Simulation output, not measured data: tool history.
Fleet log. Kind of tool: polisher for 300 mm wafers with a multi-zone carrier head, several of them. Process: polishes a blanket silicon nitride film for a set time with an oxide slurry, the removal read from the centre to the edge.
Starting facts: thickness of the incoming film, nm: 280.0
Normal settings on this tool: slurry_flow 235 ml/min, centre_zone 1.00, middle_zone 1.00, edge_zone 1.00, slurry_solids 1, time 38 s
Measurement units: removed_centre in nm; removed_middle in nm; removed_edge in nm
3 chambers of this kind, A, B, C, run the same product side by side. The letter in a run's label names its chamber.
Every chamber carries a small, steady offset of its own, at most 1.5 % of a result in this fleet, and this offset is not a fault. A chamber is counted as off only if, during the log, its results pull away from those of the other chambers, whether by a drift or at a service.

run   hour  slurry_flow  centre_zone  middle_zone  edge_zone  slurry_solids  time  wafers polished on this pad  hours since the slurry nozzle was cleaned  hours since the centre zone pressure was calibrated  hours since the edge zone pressure was calibrated  removed_centre  removed_middle  removed_edge
       7.1  -- chamber A: worn pad replaced by a new one
 1C    7.4          235         1.00         1.00       1.00              1    38                          397                                      254.1                                                353.8                                              184.7          20.545          20.981        20.806
 2A   12.1          235         1.00         1.00       1.00              1    38                           50                                       96.8                                                417.4                                              296.7          21.199          20.920        21.259
 3B   16.4          235         1.00         1.00       1.00              1    38                          439                                      100.6                                               1079.6                                              179.8          20.384          20.696        20.638
 4B   21.6          235         1.00         1.00       1.00              1    38                          491                                      105.8                                               1084.8                                              185.0          20.848          20.762        20.977
 5A   27.2          235         1.00         1.00       1.00              1    38                          201                                      111.9                                                432.5                                              311.8          21.025          20.990        20.705
 6C   36.6          235         1.00         1.00       1.00              1    38                          689                                      283.3                                                383.0                                              213.9          20.726          21.208        21.158
 7B   45.6          235         1.00         1.00       1.00              1    38                          730                                      129.8                                               1108.8                                              209.0          21.150          20.476        20.819
      53.4  -- chamber B: worn pad replaced by a new one
 8C   53.4          235         1.00         1.07       1.06              1    38                          856                                      300.1                                                399.8                                              230.7          20.748          21.840        21.719
 9A   59.9          235         1.00         1.07       1.06              1    38                          528                                      144.6                                                465.2                                              344.5          20.883          22.553        21.487
10C   65.1          235         1.00         1.07       1.06              1    38                          973                                      311.8                                                411.5                                              242.4          21.042          22.337        21.536
      66.3  -- chamber B: centre zone pressure recalibrated
11A   69.3          235         1.00         1.00       1.00              1    38                          621                                      154.0                                                474.6                                              353.9          21.126          20.991        20.956
12B   78.2          235         0.90         1.00       1.00              1    28                          248                                      162.4                                                 11.9                                              241.6          14.012          15.356        15.450
13B   87.8          235         0.90         1.00       1.00              1    28                          343                                      172.0                                                 21.5                                              251.2          13.736          15.360        15.522
      92.9  -- chamber C: worn pad replaced by a new one
14A   95.7          235         0.90         1.00       1.00              1    28                          885                                      180.4                                                501.0                                              380.3          13.850          15.316        15.341
15C  100.4          285         1.00         1.00       1.00              1    26                           75                                      347.1                                                446.8                                              277.7          14.930          14.759        14.541
16A  108.1          285         1.00         1.00       1.00              1    26                         1009                                      192.8                                                513.4                                              392.7          14.661          14.722        14.472
17B  114.0          285         1.00         1.00       1.00              1    26                          605                                      198.2                                                 47.7                                              277.4          14.562          14.516        14.250
     117.1  -- chamber B: worn pad replaced by a new one
     118.6  -- chamber A: worn pad replaced by a new one
18C  123.3          235         1.00         1.00       1.00              1    38                          304                                      370.0                                                469.7                                              300.6          20.608          20.986        21.128
19C  132.4          235         1.00         1.00       1.00              1    38                          395                                      379.1                                                478.8                                              309.7          21.193          20.837        21.103
20B  140.4          310         1.00         1.00       1.00              1    38                          233                                      224.6                                                 74.1                                              303.8          21.757          21.387        21.282
21A  146.1          310         1.00         1.00       1.00              1    38                          275                                      230.8                                                551.4                                              430.7          21.799          21.432        21.148
     153.3  -- chamber C: centre zone pressure recalibrated
22C  155.2          310         1.00         1.00       1.00              1    38                          623                                      401.9                                                  2.0                                              332.5          21.622          21.528        21.786
23A  162.7          235         1.00         1.08       1.00              1    38                          441                                      247.4                                                568.0                                              447.3          20.814          22.398        21.145
24B  169.9          235         1.00         1.08       1.00              1    38                          527                                      254.1                                                103.6                                              333.3          21.171          22.033        21.227
25C  178.2          235         1.00         1.08       1.00              1    38                          852                                      424.9                                                 25.0                                              355.5          20.891          22.481        21.004

Which is it: a chamber that has drifted or been left off by a service, a gauge drift common to all chambers, or only each chamber's usual small offset? If a chamber is off, name it and its likeliest cause.

Neither any chamber nor the gauge drifts; the chambers differ only by their own small, steady offsets.

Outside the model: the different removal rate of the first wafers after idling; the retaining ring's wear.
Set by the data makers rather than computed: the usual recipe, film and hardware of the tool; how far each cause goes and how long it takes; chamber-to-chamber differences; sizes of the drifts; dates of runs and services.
